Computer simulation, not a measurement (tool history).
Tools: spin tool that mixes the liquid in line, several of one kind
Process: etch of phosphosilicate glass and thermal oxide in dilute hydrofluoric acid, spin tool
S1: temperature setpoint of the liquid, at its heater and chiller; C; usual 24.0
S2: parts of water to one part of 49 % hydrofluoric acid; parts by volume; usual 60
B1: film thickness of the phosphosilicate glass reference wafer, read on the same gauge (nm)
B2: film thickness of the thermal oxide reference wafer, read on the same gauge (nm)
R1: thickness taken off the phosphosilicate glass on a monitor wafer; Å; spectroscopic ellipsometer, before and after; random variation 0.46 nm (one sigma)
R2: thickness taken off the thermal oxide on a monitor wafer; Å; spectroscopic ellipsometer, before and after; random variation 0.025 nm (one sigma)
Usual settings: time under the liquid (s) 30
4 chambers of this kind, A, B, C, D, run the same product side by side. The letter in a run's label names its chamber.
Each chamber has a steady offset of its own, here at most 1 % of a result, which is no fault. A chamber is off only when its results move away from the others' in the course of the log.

{"run": "1C", "day": 0.204, "S1": 24.0, "S2": 60, "time under the liquid (s)": 30, "B1": 59.998, "B2": 90.001, "R1": 552.4, "R2": 25.004}
{"run": "2D", "day": 0.45, "S1": 24.0, "S2": 60, "time under the liquid (s)": 30, "B1": 60.004, "B2": 89.985, "R1": 561.21, "R2": 24.513}
{"run": "3A", "day": 0.688, "S1": 24.0, "S2": 60, "time under the liquid (s)": 30, "B1": 59.982, "B2": 89.995, "R1": 553.69, "R2": 24.465}
{"run": "4B", "day": 0.933, "S1": 24.0, "S2": 60, "time under the liquid (s)": 30, "B1": 59.982, "B2": 89.974, "R1": 554.89, "R2": 23.872}
{"run": "5D", "day": 1.171, "S1": 24.0, "S2": 60, "time under the liquid (s)": 30, "B1": 59.984, "B2": 89.998, "R1": 554.62, "R2": 24.781}
{"run": "6B", "day": 1.329, "S1": 24.0, "S2": 60, "time under the liquid (s)": 30, "B1": 60.001, "B2": 90.004, "R1": 548.09, "R2": 25.0}
{"run": "7C", "day": 1.462, "S1": 24.0, "S2": 60, "time under the liquid (s)": 30, "B1": 60.011, "B2": 90.0, "R1": 550.3, "R2": 24.213}
{"run": "8A", "day": 1.612, "S1": 28.0, "S2": 60, "time under the liquid (s)": 30, "B1": 60.029, "B2": 89.995, "R1": 651.73, "R2": 29.479}
{"run": "9C", "day": 1.821, "S1": 28.0, "S2": 60, "time under the liquid (s)": 30, "B1": 59.987, "B2": 90.001, "R1": 648.71, "R2": 28.508}
{"run": "10D", "day": 1.942, "S1": 28.0, "S2": 60, "time under the liquid (s)": 30, "B1": 60.001, "B2": 90.0, "R1": 656.93, "R2": 29.248}
{"run": "11A", "day": 2.196, "S1": 28.0, "S2": 60, "time under the liquid (s)": 30, "B1": 59.995, "B2": 90.007, "R1": 645.86, "R2": 29.435}
{"run": "12B", "day": 2.338, "S1": 24.0, "S2": 30, "time under the liquid (s)": 30, "B1": 59.985, "B2": 90.008, "R1": 1161.1, "R2": 51.976}
{"run": "13A", "day": 2.533, "S1": 24.0, "S2": 30, "time under the liquid (s)": 30, "B1": 60.0, "B2": 89.998, "R1": 1147.6, "R2": 50.849}
{"run": "14B", "day": 2.692, "S1": 24.0, "S2": 30, "time under the liquid (s)": 30, "B1": 60.008, "B2": 89.999, "R1": 1151.7, "R2": 50.734}
{"run": "15D", "day": 2.904, "S1": 24.0, "S2": 30, "time under the liquid (s)": 30, "B1": 59.995, "B2": 89.996, "R1": 1145.5, "R2": 50.668}
{"run": "16C", "day": 3.146, "S1": 24.0, "S2": 60, "time under the liquid (s)": 30, "B1": 60.003, "B2": 89.999, "R1": 546.03, "R2": 24.187}
{"run": "17B", "day": 3.392, "S1": 19.5, "S2": 50, "time under the liquid (s)": 30, "B1": 59.981, "B2": 90.007, "R1": 557.13, "R2": 24.587}
{"run": "18A", "day": 3.617, "S1": 19.5, "S2": 50, "time under the liquid (s)": 30, "B1": 59.996, "B2": 89.984, "R1": 563.79, "R2": 24.717}
{"run": "19D", "day": 3.783, "S1": 19.5, "S2": 50, "time under the liquid (s)": 30, "B1": 59.988, "B2": 90.007, "R1": 562.87, "R2": 24.302}
{"run": "20C", "day": 4.038, "S1": 19.5, "S2": 50, "time under the liquid (s)": 30, "B1": 59.986, "B2": 89.978, "R1": 553.89, "R2": 24.132}
{"run": "21D", "day": 4.175, "S1": 24.0, "S2": 60, "time under the liquid (s)": 30, "B1": 59.982, "B2": 89.979, "R1": 556.23, "R2": 24.383}
{"run": "22A", "day": 4.404, "S1": 24.0, "S2": 60, "time under the liquid (s)": 30, "B1": 59.99, "B2": 90.003, "R1": 561.33, "R2": 24.391}
{"run": "23C", "day": 4.583, "S1": 24.0, "S2": 60, "time under the liquid (s)": 30, "B1": 60.017, "B2": 89.999, "R1": 557.79, "R2": 24.467}
{"run": "24B", "day": 4.858, "S1": 24.0, "S2": 35, "time under the liquid (s)": 15, "B1": 59.984, "B2": 89.998, "R1": 488.31, "R2": 21.704}
{"run": "25D", "day": 5.017, "S1": 24.0, "S2": 35, "time under the liquid (s)": 15, "B1": 59.971, "B2": 89.975, "R1": 489.31, "R2": 21.584}
{"run": "26B", "day": 5.183, "S1": 24.0, "S2": 35, "time under the liquid (s)": 15, "B1": 60.014, "B2": 89.985, "R1": 488.25, "R2": 21.872}
{"run": "27C", "day": 5.362, "S1": 24.0, "S2": 35, "time under the liquid (s)": 15, "B1": 59.997, "B2": 90.003, "R1": 486.51, "R2": 21.515}
{"run": "28A", "day": 5.488, "S1": 24.0, "S2": 60, "time under the liquid (s)": 30, "B1": 60.003, "B2": 89.998, "R1": 552.62, "R2": 24.695}
{"run": "29B", "day": 5.633, "S1": 24.0, "S2": 60, "time under the liquid (s)": 30, "B1": 59.998, "B2": 90.001, "R1": 547.4, "R2": 24.496}
{"run": "30C", "day": 5.888, "S1": 24.0, "S2": 60, "time under the liquid (s)": 30, "B1": 60.012, "B2": 90.002, "R1": 555.0, "R2": 24.353}
{"run": "31A", "day": 6.096, "S1": 22.0, "S2": 60, "time under the liquid (s)": 15, "B1": 59.999, "B2": 89.984, "R1": 252.75, "R2": 11.537}
{"run": "32D", "day": 6.354, "S1": 22.0, "S2": 60, "time under the liquid (s)": 15, "B1": 59.993, "B2": 90.008, "R1": 258.08, "R2": 11.601}
{"run": "33D", "day": 6.583, "S1": 22.0, "S2": 60, "time under the liquid (s)": 15, "B1": 60.013, "B2": 90.001, "R1": 258.78, "R2": 11.504}
{"run": "34B", "day": 6.775, "S1": 22.0, "S2": 60, "time under the liquid (s)": 15, "B1": 59.988, "B2": 89.992, "R1": 257.29, "R2": 11.429}
{"run": "35C", "day": 6.912, "S1": 24.0, "S2": 60, "time under the liquid (s)": 30, "B1": 59.992, "B2": 89.989, "R1": 558.92, "R2": 24.799}
{"run": "36A", "day": 7.096, "S1": 24.0, "S2": 60, "time under the liquid (s)": 30, "B1": 60.009, "B2": 89.989, "R1": 549.73, "R2": 25.266}
{"run": "37B", "day": 7.225, "S1": 24.0, "S2": 70, "time under the liquid (s)": 30, "B1": 60.005, "B2": 90.013, "R1": 467.3, "R2": 20.877}
{"run": "38A", "day": 7.462, "S1": 24.0, "S2": 70, "time under the liquid (s)": 30, "B1": 59.999, "B2": 89.985, "R1": 472.68, "R2": 21.029}
{"run": "39C", "day": 7.646, "S1": 24.0, "S2": 70, "time under the liquid (s)": 30, "B1": 59.973, "B2": 89.99, "R1": 466.0, "R2": 20.687}
{"run": "40D", "day": 7.896, "S1": 24.0, "S2": 70, "time under the liquid (s)": 30, "B1": 59.967, "B2": 89.994, "R1": 477.05, "R2": 21.007}
{"run": "41B", "day": 8.092, "S1": 24.0, "S2": 60, "time under the liquid (s)": 30, "B1": 60.009, "B2": 89.998, "R1": 556.17, "R2": 24.779}
{"run": "42D", "day": 8.362, "S1": 24.0, "S2": 60, "time under the liquid (s)": 30, "B1": 60.011, "B2": 90.03, "R1": 557.46, "R2": 25.092}
{"run": "43C", "day": 8.575, "S1": 24.0, "S2": 60, "time under the liquid (s)": 30, "B1": 59.984, "B2": 89.99, "R1": 555.08, "R2": 24.718}
{"run": "44A", "day": 8.804, "S1": 24.0, "S2": 60, "time under the liquid (s)": 30, "B1": 60.003, "B2": 90.002, "R1": 562.8, "R2": 24.483}

What goes on in this fleet: one chamber off, a drifting gauge, or nothing beyond the chambers' own small offsets? Name the chamber and the cause, if any.

No chamber stands off beyond its own small offset, and the gauge holds steady.
